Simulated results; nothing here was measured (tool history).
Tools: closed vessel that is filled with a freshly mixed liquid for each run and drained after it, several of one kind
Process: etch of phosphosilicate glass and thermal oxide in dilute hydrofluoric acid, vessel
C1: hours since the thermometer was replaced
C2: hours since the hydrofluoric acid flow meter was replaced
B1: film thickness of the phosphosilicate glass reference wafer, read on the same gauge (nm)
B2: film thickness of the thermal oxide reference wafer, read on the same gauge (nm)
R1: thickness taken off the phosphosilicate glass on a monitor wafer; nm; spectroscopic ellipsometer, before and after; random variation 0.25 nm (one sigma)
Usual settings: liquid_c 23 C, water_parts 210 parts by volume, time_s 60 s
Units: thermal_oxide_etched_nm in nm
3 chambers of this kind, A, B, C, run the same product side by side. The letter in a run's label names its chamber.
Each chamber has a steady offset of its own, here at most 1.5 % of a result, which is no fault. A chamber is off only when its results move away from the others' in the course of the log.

{"run": "1B", "hour": 5.1, "liquid_c": 23, "water_parts": 210, "time_s": 60, "C1": 538.4, "C2": 840, "B1": 150.03, "B2": 109.99, "R1": 37.067, "thermal_oxide_etched_nm": 1.1063}
{"run": "2A", "hour": 12.2, "liquid_c": 23, "water_parts": 210, "time_s": 60, "C1": 169.2, "C2": 1274.4, "B1": 150, "B2": 110, "R1": 37.329, "thermal_oxide_etched_nm": 1.1923}
{"run": "3C", "hour": 16.6, "liquid_c": 23, "water_parts": 210, "time_s": 60, "C1": 451.6, "C2": 1718.2, "B1": 150.05, "B2": 110, "R1": 37.676, "thermal_oxide_etched_nm": 1.1848}
{"run": "4C", "hour": 20.6, "liquid_c": 23, "water_parts": 210, "time_s": 60, "C1": 455.6, "C2": 1722.2, "B1": 149.99, "B2": 110, "R1": 37.445, "thermal_oxide_etched_nm": 1.1575}
{"run": "5A", "hour": 25.4, "liquid_c": 23, "water_parts": 210, "time_s": 60, "C1": 182.4, "C2": 1287.6, "B1": 150, "B2": 109.98, "R1": 37.57, "thermal_oxide_etched_nm": 1.1319}
{"run": "6B", "hour": 32.8, "liquid_c": 23, "water_parts": 210, "time_s": 60, "C1": 566.1, "C2": 867.7, "B1": 150.02, "B2": 110.01, "R1": 37.187, "thermal_oxide_etched_nm": 1.195}
{"run": "7C", "hour": 40.1, "liquid_c": 23, "water_parts": 210, "time_s": 60, "C1": 475.1, "C2": 1741.7, "B1": 149.99, "B2": 110, "R1": 37.418, "thermal_oxide_etched_nm": 1.1106}
{"run": "8A", "hour": 45.0, "liquid_c": 23, "water_parts": 210, "time_s": 60, "C1": 202, "C2": 1307.2, "B1": 149.97, "B2": 110.01, "R1": 37.656, "thermal_oxide_etched_nm": 1.1066}
{"run": "9B", "hour": 53.0, "liquid_c": 23, "water_parts": 210, "time_s": 60, "C1": 586.3, "C2": 887.9, "B1": 150.01, "B2": 110, "R1": 37.781, "thermal_oxide_etched_nm": 1.1052}
{"run": "10A", "hour": 58.7, "liquid_c": 23, "water_parts": 210, "time_s": 60, "C1": 215.7, "C2": 1320.9, "B1": 149.96, "B2": 110, "R1": 38.037, "thermal_oxide_etched_nm": 1.0918}
{"run": "11C", "hour": 62.5, "liquid_c": 18.5, "water_parts": 285, "time_s": 60, "C1": 497.5, "C2": 1764.1, "B1": 150, "B2": 110.02, "R1": 21.513, "thermal_oxide_etched_nm": 0.64068}
{"run": "12B", "hour": 69.5, "liquid_c": 18.5, "water_parts": 285, "time_s": 60, "C1": 602.8, "C2": 904.4, "B1": 150, "B2": 110.02, "R1": 21.82, "thermal_oxide_etched_nm": 0.69611}
{"run": "13A", "hour": 77.8, "liquid_c": 18.5, "water_parts": 285, "time_s": 60, "C1": 234.8, "C2": 1340, "B1": 149.98, "B2": 110, "R1": 22.236, "thermal_oxide_etched_nm": 0.66768}
{"run": "14C", "hour": 84.8, "liquid_c": 23, "water_parts": 210, "time_s": 60, "C1": 519.8, "C2": 1786.4, "B1": 150, "B2": 109.99, "R1": 37.815, "thermal_oxide_etched_nm": 1.1117}
{"run": "15B", "hour": 93.0, "liquid_c": 23, "water_parts": 210, "time_s": 60, "C1": 626.3, "C2": 927.9, "B1": 149.99, "B2": 109.99, "R1": 37.184, "thermal_oxide_etched_nm": 1.1745}
{"run": "16A", "hour": 97.3, "liquid_c": 23, "water_parts": 210, "time_s": 60, "C1": 254.3, "C2": 1359.5, "B1": 150.02, "B2": 110.01, "R1": 37.305, "thermal_oxide_etched_nm": 1.1437}
{"run": "17C", "hour": 104.3, "liquid_c": 23, "water_parts": 210, "time_s": 60, "C1": 539.3, "C2": 1805.9, "B1": 150.02, "B2": 109.99, "R1": 36.884, "thermal_oxide_etched_nm": 1.1902}
{"run": "18B", "hour": 111.3, "liquid_c": 23, "water_parts": 210, "time_s": 60, "C1": 644.6, "C2": 946.2, "B1": 150.01, "B2": 110, "R1": 37.378, "thermal_oxide_etched_nm": 1.1225}
{"run": "19C", "hour": 115.2, "liquid_c": 23, "water_parts": 210, "time_s": 60, "C1": 550.2, "C2": 1816.8, "B1": 149.99, "B2": 110, "R1": 37.31, "thermal_oxide_etched_nm": 1.1213}
{"run": "20B", "hour": 123.9, "liquid_c": 23, "water_parts": 210, "time_s": 60, "C1": 657.2, "C2": 958.8, "B1": 150.03, "B2": 110, "R1": 37.7, "thermal_oxide_etched_nm": 1.1241}
{"run": "21A", "hour": 131.9, "liquid_c": 23, "water_parts": 210, "time_s": 60, "C1": 288.9, "C2": 1394.1, "B1": 150.03, "B2": 110, "R1": 37.708, "thermal_oxide_etched_nm": 1.1209}
{"hour": 137.9, "done": "chamber B: thermometer replaced"}
{"run": "22A", "hour": 139.5, "liquid_c": 23, "water_parts": 210, "time_s": 60, "C1": 296.5, "C2": 1401.7, "B1": 149.97, "B2": 110.01, "R1": 37.551, "thermal_oxide_etched_nm": 1.1212}
{"run": "23C", "hour": 144.5, "liquid_c": 23, "water_parts": 210, "time_s": 60, "C1": 579.5, "C2": 1846.1, "B1": 150.02, "B2": 110, "R1": 37.504, "thermal_oxide_etched_nm": 1.1416}
{"run": "24B", "hour": 152.3, "liquid_c": 23, "water_parts": 210, "time_s": 60, "C1": 14.4, "C2": 987.2, "B1": 150.01, "B2": 109.99, "R1": 37.696, "thermal_oxide_etched_nm": 1.1609}
{"run": "25B", "hour": 159.7, "liquid_c": 23, "water_parts": 210, "time_s": 60, "C1": 21.8, "C2": 994.6, "B1": 150.05, "B2": 109.99, "R1": 37.406, "thermal_oxide_etched_nm": 1.1025}
{"run": "26C", "hour": 167.9, "liquid_c": 27, "water_parts": 210, "time_s": 60, "C1": 602.9, "C2": 1869.5, "B1": 150.02, "B2": 109.98, "R1": 43.48, "thermal_oxide_etched_nm": 1.2531}
{"run": "27A", "hour": 174.2, "liquid_c": 27, "water_parts": 210, "time_s": 60, "C1": 331.2, "C2": 1436.4, "B1": 149.99, "B2": 109.99, "R1": 43.844, "thermal_oxide_etched_nm": 1.3377}

All 3 chambers run these settings next. Forecast each chamber's results:
{"run": "28A", "hour": 180.5, "liquid_c": 23, "water_parts": 210, "time_s": 60, "R1": "?", "thermal_oxide_etched_nm": "?"}
{"run": "28B", "hour": 180.5, "liquid_c": 23, "water_parts": 210, "time_s": 60, "R1": "?", "thermal_oxide_etched_nm": "?"}
{"run": "28C", "hour": 180.5, "liquid_c": 23, "water_parts": 210, "time_s": 60, "R1": "?", "thermal_oxide_etched_nm": "?"}

run=28A R1=37.582 thermal_oxide_etched_nm=1.1671
run=28B R1=37.343 thermal_oxide_etched_nm=1.1707
run=28C R1=37.338 thermal_oxide_etched_nm=1.1506
